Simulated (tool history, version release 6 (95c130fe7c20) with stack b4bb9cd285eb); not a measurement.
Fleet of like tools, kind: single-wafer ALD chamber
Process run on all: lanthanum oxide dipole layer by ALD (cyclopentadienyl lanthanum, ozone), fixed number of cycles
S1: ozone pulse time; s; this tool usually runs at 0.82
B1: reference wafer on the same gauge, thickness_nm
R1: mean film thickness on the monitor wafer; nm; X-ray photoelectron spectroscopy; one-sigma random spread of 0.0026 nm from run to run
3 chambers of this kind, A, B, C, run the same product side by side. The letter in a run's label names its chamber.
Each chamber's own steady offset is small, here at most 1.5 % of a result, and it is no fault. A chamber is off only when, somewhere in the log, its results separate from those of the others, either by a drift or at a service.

run	hour	S1	B1	R1
1A	13.4	0.82	0.49837	0.46939
2B	29.2	0.82	0.49865	0.46720
3C	43.0	0.82	0.49921	0.47835
4C	50.2	0.82	0.49931	0.47398
5A	59.1	0.82	0.49944	0.47013
6B	70.1	1.09	0.49944	0.51274
7B	84.8	1.09	0.49933	0.51417
8C	99.0	1.09	0.49877	0.51688
9A	110.4	0.82	0.49846	0.46366
10C	117.8	0.82	0.49897	0.46924
11A	129.5	0.82	0.49888	0.46397
12B	138.1	0.82	0.49879	0.46074
13B	153.6	0.82	0.49933	0.46289
14A	161.1	0.82	0.49901	0.46385
15C	176.6	0.82	0.49878	0.46776
16C	186.5	0.82	0.49943	0.47326
17B	197.0	0.82	0.49848	0.45911
18A	207.4	0.82	0.49819	0.46876
19C	218.5	0.82	0.49918	0.46961
20B	228.7	0.82	0.49844	0.45325
21A	236.4	0.82	0.49838	0.47045
22C	252.2	0.82	0.49917	0.47240
23B	267.0	0.82	0.49930	0.45006
24A	279.1	0.82	0.49920	0.46996
25B	295.2	0.82	0.49872	0.45458
26C	308.2	0.82	0.49912	0.46925
27A	320.4	0.82	0.49882	0.46739

For the next run the whole fleet of 3 chambers uses the same settings. Give each chamber's results:
28A	332.0	0.82		?
28B	332.0	0.82		?
28C	332.0	0.82		?

run	R1
28A	0.47089
28B	0.44545
28C	0.47652

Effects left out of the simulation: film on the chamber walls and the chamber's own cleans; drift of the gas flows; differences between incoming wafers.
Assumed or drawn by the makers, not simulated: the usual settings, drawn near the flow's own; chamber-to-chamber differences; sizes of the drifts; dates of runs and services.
